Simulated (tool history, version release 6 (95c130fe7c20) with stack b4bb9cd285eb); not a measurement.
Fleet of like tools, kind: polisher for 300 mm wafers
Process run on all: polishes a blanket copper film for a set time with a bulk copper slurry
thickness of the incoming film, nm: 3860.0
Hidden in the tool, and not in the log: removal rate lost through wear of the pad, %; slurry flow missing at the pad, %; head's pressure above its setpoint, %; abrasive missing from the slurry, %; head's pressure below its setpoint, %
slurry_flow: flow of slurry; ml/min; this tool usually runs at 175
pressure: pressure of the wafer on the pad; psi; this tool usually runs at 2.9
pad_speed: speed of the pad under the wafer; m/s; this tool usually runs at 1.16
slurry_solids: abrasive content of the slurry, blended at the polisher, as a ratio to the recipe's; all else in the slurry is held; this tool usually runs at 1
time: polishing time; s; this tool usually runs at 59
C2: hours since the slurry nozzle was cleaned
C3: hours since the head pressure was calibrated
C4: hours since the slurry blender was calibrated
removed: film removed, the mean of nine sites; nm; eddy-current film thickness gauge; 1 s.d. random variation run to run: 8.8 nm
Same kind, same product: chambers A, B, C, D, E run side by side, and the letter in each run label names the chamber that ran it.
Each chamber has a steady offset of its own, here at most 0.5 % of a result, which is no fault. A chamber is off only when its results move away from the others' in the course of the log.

-- day=0.083 chamber A: head pressure recalibrated
-- day=0.088 chamber B: slurry blender recalibrated
run 1A day=0.442 | slurry_flow=175 pressure=2.9 pad_speed=1.16 slurry_solids=1 time=59 | wafers_polished_on_this_pad=315 C2=326.5 C3=8.7 C4=45.5 | removed=799.60
run 2E day=0.646 | slurry_flow=175 pressure=2.9 pad_speed=1.16 slurry_solids=1 time=59 | wafers_polished_on_this_pad=402 C2=460.4 C3=525.9 C4=48.5 | removed=785.68
run 3B day=0.888 | slurry_flow=175 pressure=2.9 pad_speed=1.16 slurry_solids=1 time=59 | wafers_polished_on_this_pad=245 C2=113.3 C3=982.0 C4=19.3 | removed=788.87
-- day=1.112 chamber E: worn pad replaced by a new one
run 4C day=1.325 | slurry_flow=175 pressure=2.9 pad_speed=1.16 slurry_solids=1 time=59 | wafers_polished_on_this_pad=587 C2=136.8 C3=466.7 C4=196.3 | removed=775.18
-- day=1.471 chamber C: slurry blender recalibrated
run 5D day=1.758 | slurry_flow=145 pressure=2.9 pad_speed=1.48 slurry_solids=1 time=59 | wafers_polished_on_this_pad=287 C2=159.4 C3=648.8 C4=223.0 | removed=968.62
run 6E day=2.225 | slurry_flow=145 pressure=2.9 pad_speed=1.48 slurry_solids=1 time=59 | wafers_polished_on_this_pad=172 C2=498.3 C3=563.8 C4=86.4 | removed=960.16
run 7D day=2.517 | slurry_flow=145 pressure=2.9 pad_speed=1.48 slurry_solids=1 time=59 | wafers_polished_on_this_pad=405 C2=177.6 C3=667.0 C4=241.2 | removed=984.49
run 8A day=2.746 | slurry_flow=145 pressure=2.9 pad_speed=1.48 slurry_solids=1 time=59 | wafers_polished_on_this_pad=672 C2=381.8 C3=64.0 C4=100.8 | removed=978.44
-- day=2.983 chamber A: worn pad replaced by a new one
run 9C day=3.100 | slurry_flow=145 pressure=2.9 pad_speed=1.48 slurry_solids=1 time=59 | wafers_polished_on_this_pad=862 C2=179.4 C3=509.3 C4=39.1 | removed=971.62
-- day=3.325 chamber B: worn pad replaced by a new one
run 10B day=3.483 | slurry_flow=175 pressure=2.9 pad_speed=1.16 slurry_solids=1 time=59 | wafers_polished_on_this_pad=25 C2=175.6 C3=1044.3 C4=81.6 | removed=777.16
-- day=3.488 chamber D: head pressure recalibrated
-- day=3.517 chamber B: slurry nozzle cleaned
-- day=3.583 chamber B: head pressure recalibrated
run 11C day=3.838 | slurry_flow=175 pressure=2.9 pad_speed=1.16 slurry_solids=1 time=59 | wafers_polished_on_this_pad=976 C2=197.1 C3=527.0 C4=56.8 | removed=797.36
-- day=4.025 chamber E: slurry blender recalibrated
run 12D day=4.275 | slurry_flow=175 pressure=2.9 pad_speed=1.16 slurry_solids=1 time=59 | wafers_polished_on_this_pad=677 C2=219.8 C3=19.0 C4=283.4 | removed=784.96
-- day=4.529 chamber E: worn pad replaced by a new one
run 13E day=4.692 | slurry_flow=175 pressure=2.9 pad_speed=1.16 slurry_solids=1 time=59 | wafers_polished_on_this_pad=25 C2=557.5 C3=623.0 C4=16.1 | removed=769.05
-- day=5.046 chamber A: slurry blender recalibrated
-- day=5.096 chamber D: worn pad replaced by a new one
run 14A day=5.154 | slurry_flow=175 pressure=3.6 pad_speed=0.80 slurry_solids=1 time=59 | wafers_polished_on_this_pad=336 C2=439.6 C3=121.8 C4=2.6 | removed=666.01
run 15B day=5.592 | slurry_flow=175 pressure=3.6 pad_speed=0.80 slurry_solids=1 time=59 | wafers_polished_on_this_pad=351 C2=49.9 C3=48.2 C4=132.2 | removed=677.44
run 16E day=5.879 | slurry_flow=175 pressure=3.6 pad_speed=0.80 slurry_solids=1 time=59 | wafers_polished_on_this_pad=209 C2=586.0 C3=651.5 C4=44.6 | removed=675.87
run 17D day=6.225 | slurry_flow=175 pressure=3.6 pad_speed=0.80 slurry_solids=1 time=59 | wafers_polished_on_this_pad=174 C2=266.6 C3=65.8 C4=330.2 | removed=687.20
run 18C day=6.475 | slurry_flow=175 pressure=3.6 pad_speed=0.80 slurry_solids=1 time=59 | wafers_polished_on_this_pad=1385 C2=260.4 C3=590.3 C4=120.1 | removed=655.23
-- day=6.662 chamber B: worn pad replaced by a new one
run 19B day=6.950 | slurry_flow=175 pressure=2.9 pad_speed=1.16 slurry_solids=1 time=59 | wafers_polished_on_this_pad=44 C2=82.5 C3=80.8 C4=164.8 | removed=774.53
-- day=7.358 chamber A: worn pad replaced by a new one
run 20A day=7.375 | slurry_flow=175 pressure=2.9 pad_speed=1.16 slurry_solids=1 time=59 | wafers_polished_on_this_pad=2 C2=492.9 C3=175.1 C4=55.9 | removed=795.80
-- day=7.779 chamber C: slurry nozzle cleaned
run 21E day=7.817 | slurry_flow=175 pressure=2.9 pad_speed=1.16 slurry_solids=1 time=44 | wafers_polished_on_this_pad=509 C2=632.5 C3=698.0 C4=91.1 | removed=588.31
run 22D day=8.212 | slurry_flow=175 pressure=2.9 pad_speed=1.16 slurry_solids=1 time=44 | wafers_polished_on_this_pad=482 C2=314.3 C3=113.5 C4=377.9 | removed=583.37
-- day=8.275 chamber E: worn pad replaced by a new one
-- day=8.317 chamber D: slurry blender recalibrated
-- day=8.392 chamber E: slurry blender recalibrated
run 23C day=8.596 | slurry_flow=175 pressure=2.9 pad_speed=1.16 slurry_solids=1 time=44 | wafers_polished_on_this_pad=1713 C2=19.7 C3=641.2 C4=171.0 | removed=555.62
-- day=8.767 chamber A: slurry nozzle cleaned
run 24A day=9.058 | slurry_flow=175 pressure=2.9 pad_speed=1.16 slurry_solids=1 time=44 | wafers_polished_on_this_pad=263 C2=7.0 C3=215.5 C4=96.3 | removed=571.37
run 25B day=9.504 | slurry_flow=175 pressure=2.9 pad_speed=1.16 slurry_solids=1 time=44 | wafers_polished_on_this_pad=440 C2=143.8 C3=142.1 C4=226.1 | removed=587.34
-- day=9.746 chamber C: head pressure recalibrated
-- day=9.838 chamber C: slurry blender recalibrated
run 26B day=9.958 | slurry_flow=175 pressure=3.7 pad_speed=1.16 slurry_solids=1 time=59 | wafers_polished_on_this_pad=510 C2=154.7 C3=153.0 C4=237.0 | removed=1006.20
-- day=10.154 chamber B: worn pad replaced by a new one
run 27E day=10.183 | slurry_flow=175 pressure=3.7 pad_speed=1.16 slurry_solids=1 time=59 | wafers_polished_on_this_pad=295 C2=689.3 C3=754.8 C4=43.0 | removed=996.95
run 28D day=10.500 | slurry_flow=175 pressure=3.7 pad_speed=1.16 slurry_solids=1 time=59 | wafers_polished_on_this_pad=836 C2=369.2 C3=168.4 C4=52.4 | removed=1013.10
-- day=10.746 chamber E: slurry nozzle cleaned
run 29C day=10.808 | slurry_flow=175 pressure=3.7 pad_speed=1.16 slurry_solids=1 time=59 | wafers_polished_on_this_pad=2056 C2=72.8 C3=25.6 C4=23.3 | removed=954.61
-- day=10.971 chamber D: worn pad replaced by a new one
run 30A day=11.225 | slurry_flow=175 pressure=3.7 pad_speed=1.16 slurry_solids=1 time=59 | wafers_polished_on_this_pad=599 C2=59.0 C3=267.5 C4=148.3 | removed=995.81
run 31A day=11.571 | slurry_flow=175 pressure=2.9 pad_speed=1.16 slurry_solids=1 time=59 | wafers_polished_on_this_pad=652 C2=67.3 C3=275.8 C4=156.6 | removed=790.50
-- day=11.700 chamber A: slurry blender recalibrated
-- day=11.842 chamber B: slurry nozzle cleaned
run 32E day=11.892 | slurry_flow=175 pressure=2.9 pad_speed=1.16 slurry_solids=1 time=59 | wafers_polished_on_this_pad=560 C2=27.5 C3=795.8 C4=84.0 | removed=778.54
run 33D day=12.096 | slurry_flow=175 pressure=2.9 pad_speed=1.16 slurry_solids=1 time=59 | wafers_polished_on_this_pad=174 C2=407.5 C3=206.7 C4=90.7 | removed=787.23
run 34B day=12.496 | slurry_flow=175 pressure=2.9 pad_speed=1.16 slurry_solids=1 time=59 | wafers_polished_on_this_pad=363 C2=15.8 C3=213.9 C4=297.9 | removed=781.44
run 35C day=12.867 | slurry_flow=175 pressure=2.9 pad_speed=1.16 slurry_solids=1 time=51 | wafers_polished_on_this_pad=2374 C2=122.2 C3=75.0 C4=72.7 | removed=616.84
-- day=13.038 chamber A: worn pad replaced by a new one
run 36A day=13.092 | slurry_flow=175 pressure=2.9 pad_speed=1.16 slurry_solids=1 time=51 | wafers_polished_on_this_pad=8 C2=103.8 C3=312.3 C4=33.5 | removed=671.41
run 37C day=13.362 | slurry_flow=175 pressure=2.9 pad_speed=1.16 slurry_solids=1 time=51 | wafers_polished_on_this_pad=2451 C2=134.1 C3=86.9 C4=84.6 | removed=616.50
-- day=13.517 chamber B: worn pad replaced by a new one
run 38D day=13.638 | slurry_flow=175 pressure=2.9 pad_speed=1.16 slurry_solids=1 time=51 | wafers_polished_on_this_pad=413 C2=444.5 C3=243.7 C4=127.7 | removed=672.88
run 39B day=13.921 | slurry_flow=175 pressure=2.9 pad_speed=1.16 slurry_solids=1 time=51 | wafers_polished_on_this_pad=62 C2=50.0 C3=248.1 C4=332.1 | removed=666.04

Predict what each chamber gives when all 5 of them run the settings below next.
run 40A day=14.258 | slurry_flow=175 pressure=2.9 pad_speed=1.16 slurry_solids=1 time=59 | removed=?
run 40B day=14.258 | slurry_flow=175 pressure=2.9 pad_speed=1.16 slurry_solids=1 time=59 | removed=?
run 40C day=14.258 | slurry_flow=175 pressure=2.9 pad_speed=1.16 slurry_solids=1 time=59 | removed=?
run 40D day=14.258 | slurry_flow=175 pressure=2.9 pad_speed=1.16 slurry_solids=1 time=59 | removed=?
run 40E day=14.258 | slurry_flow=175 pressure=2.9 pad_speed=1.16 slurry_solids=1 time=59 | removed=?

run=40A removed=782.35
run=40B removed=762.55
run=40C removed=709.72
run=40D removed=780.05
run=40E removed=782.16
